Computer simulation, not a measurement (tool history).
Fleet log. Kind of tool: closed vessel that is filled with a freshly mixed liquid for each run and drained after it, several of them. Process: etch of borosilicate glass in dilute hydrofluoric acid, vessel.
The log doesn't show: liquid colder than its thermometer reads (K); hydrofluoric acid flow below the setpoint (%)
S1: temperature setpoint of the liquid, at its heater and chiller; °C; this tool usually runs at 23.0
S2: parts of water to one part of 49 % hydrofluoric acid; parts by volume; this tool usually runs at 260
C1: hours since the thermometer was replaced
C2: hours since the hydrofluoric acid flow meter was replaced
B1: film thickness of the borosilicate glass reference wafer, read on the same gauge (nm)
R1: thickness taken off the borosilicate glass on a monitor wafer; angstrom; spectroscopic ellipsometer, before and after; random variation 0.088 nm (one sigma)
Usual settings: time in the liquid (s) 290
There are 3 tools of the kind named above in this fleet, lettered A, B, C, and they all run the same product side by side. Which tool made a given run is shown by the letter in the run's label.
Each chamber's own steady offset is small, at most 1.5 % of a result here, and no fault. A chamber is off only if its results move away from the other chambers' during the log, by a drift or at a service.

Run 1C, day 0.246: usual settings; C1 658.3; C2 1318.8; B1 119.98. Result: R1 269.68 angstrom.
Run 2B, day 0.458: usual settings; C1 1280.7; C2 1302.6; B1 120.02. Result: R1 269.58 angstrom.
Run 3A, day 0.708: usual settings; C1 882.0; C2 1110.5; B1 119.98. Result: R1 268.10 angstrom.
Run 4A, day 0.917: usual settings; C1 887.0; C2 1115.5; B1 120.00. Result: R1 269.67 angstrom.
Run 5B, day 1.158: usual settings; C1 1297.5; C2 1319.4; B1 120.04. Result: R1 270.33 angstrom.
Run 6C, day 1.421: usual settings; C1 686.5; C2 1347.0; B1 119.97. Result: R1 269.29 angstrom.
Run 7A, day 1.712: usual settings; C1 906.1; C2 1134.6; B1 120.01. Result: R1 268.28 angstrom.
Run 8C, day 1.867: usual settings; C1 697.2; C2 1357.7; B1 120.00. Result: R1 270.46 angstrom.
Run 9B, day 2.100: usual settings; C1 1320.1; C2 1342.0; B1 119.99. Result: R1 268.68 angstrom.
Run 10A, day 2.254: usual settings but S1 19.5 °C, time in the liquid (s) 210; C1 919.1; C2 1147.6; B1 120.00. Result: R1 170.14 angstrom.
Run 11B, day 2.512: usual settings but S1 19.5 °C, time in the liquid (s) 210; C1 1330.0; C2 1351.9; B1 120.00. Result: R1 170.73 angstrom.
Run 12C, day 2.667: usual settings but S1 19.5 °C, time in the liquid (s) 210; C1 716.4; C2 1376.9; B1 120.00. Result: R1 171.62 angstrom.
Run 13A, day 2.938: usual settings but S1 20.5 °C, time in the liquid (s) 345; C1 935.5; C2 1164.0; B1 119.99. Result: R1 292.00 angstrom.
Run 14C, day 3.171: usual settings but S1 20.5 °C, time in the liquid (s) 345; C1 728.5; C2 1389.0; B1 120.00. Result: R1 294.20 angstrom.
Run 15B, day 3.321: usual settings but S1 20.5 °C, time in the liquid (s) 345; C1 1349.4; C2 1371.3; B1 119.98. Result: R1 287.96 angstrom.
Run 16B, day 3.521: usual settings; C1 1354.2; C2 1376.1; B1 119.99. Result: R1 264.66 angstrom.
Run 17A, day 3.796: usual settings; C1 956.1; C2 1184.6; B1 120.01. Result: R1 266.61 angstrom.
Run 18C, day 4.079: usual settings; C1 750.3; C2 1410.8; B1 120.03. Result: R1 271.43 angstrom.
Run 19B, day 4.312: usual settings but S1 24.5 °C, S2 220 parts by volume; C1 1373.2; C2 1395.1; B1 120.04. Result: R1 339.29 angstrom.
Run 20A, day 4.608: usual settings but S1 24.5 °C, S2 220 parts by volume; C1 975.6; C2 1204.1; B1 120.00. Result: R1 349.71 angstrom.
Run 21C, day 4.821: usual settings but S1 24.5 °C, S2 220 parts by volume; C1 768.1; C2 1428.6; B1 119.98. Result: R1 351.11 angstrom.
Run 22A, day 5.100: usual settings; C1 987.4; C2 1215.9; B1 119.98. Result: R1 267.82 angstrom.

All chambers now run identical settings, listed one chamber a line with results as question marks. What results will each chamber show?
Run 23A, day 5.312: usual settings but time in the liquid (s) 440. Result: R1 ?.
Run 23B, day 5.312: usual settings but time in the liquid (s) 440. Result: R1 ?.
Run 23C, day 5.312: usual settings but time in the liquid (s) 440. Result: R1 ?.

run      R1
23A  407.83
23B  393.80
23C  408.23

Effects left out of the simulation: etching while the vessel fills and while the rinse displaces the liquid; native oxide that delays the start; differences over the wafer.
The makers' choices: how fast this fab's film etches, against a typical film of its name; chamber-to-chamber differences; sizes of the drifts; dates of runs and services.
